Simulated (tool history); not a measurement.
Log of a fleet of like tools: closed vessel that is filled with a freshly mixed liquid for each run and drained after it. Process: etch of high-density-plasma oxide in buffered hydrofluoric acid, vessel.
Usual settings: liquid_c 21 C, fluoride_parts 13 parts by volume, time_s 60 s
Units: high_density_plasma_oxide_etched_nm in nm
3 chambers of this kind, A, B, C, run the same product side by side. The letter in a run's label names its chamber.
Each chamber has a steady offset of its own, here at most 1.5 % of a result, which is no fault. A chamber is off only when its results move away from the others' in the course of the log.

run,hour,liquid_c,fluoride_parts,time_s,"read-back film thickness of the high-density-plasma oxide reference wafer, read on the same gauge (nm)",high_density_plasma_oxide_etched_nm
1B,12.4,21,13,60,109.98,83.593
2C,20.7,21,13,60,110.02,82.945
3A,29.6,21,13,60,109.98,82.770
4C,38.4,21,13,60,110.03,82.256
5A,46.2,21,13,60,109.99,82.606
6B,54.5,21,13,95,110.01,132.580
7A,70.8,21,13,95,109.99,131.450
# hour 79.0: chamber B: thermometer replaced
8B,82.0,21,13,95,110.02,132.810
9C,96.1,21,13,60,109.98,82.617
10B,104.6,17,13,35,109.99,38.866
11C,114.6,17,13,35,110.01,38.595
12A,124.2,17,13,35,109.99,38.315
13B,134.9,21,13,60,110.01,83.164
14A,147.2,21,13,60,110.00,82.147
15C,161.4,21,11,60,110.01,96.065
16C,175.1,21,11,60,110.01,97.489
17B,183.4,21,11,60,110.01,98.672
18A,193.2,21,13,60,110.00,81.807
19A,203.9,21,13,60,110.01,82.904
# hour 209.3: chamber C: hydrofluoric acid flow meter replaced
20B,215.0,21,13,60,109.98,83.455
21C,227.7,21,13,60,110.01,82.619
22B,239.0,21,13,60,110.03,82.760
23A,248.5,21,13,60,109.98,81.692
24C,257.2,21,13,60,110.02,82.806
25C,271.9,21,13,60,109.99,82.241

All 3 chambers run these settings next. Forecast each chamber's results:
26A,283.8,21,13,60,,?
26B,283.8,21,13,60,,?
26C,283.8,21,13,60,,?

run,high_density_plasma_oxide_etched_nm
26A,83.620
26B,83.645
26C,82.723
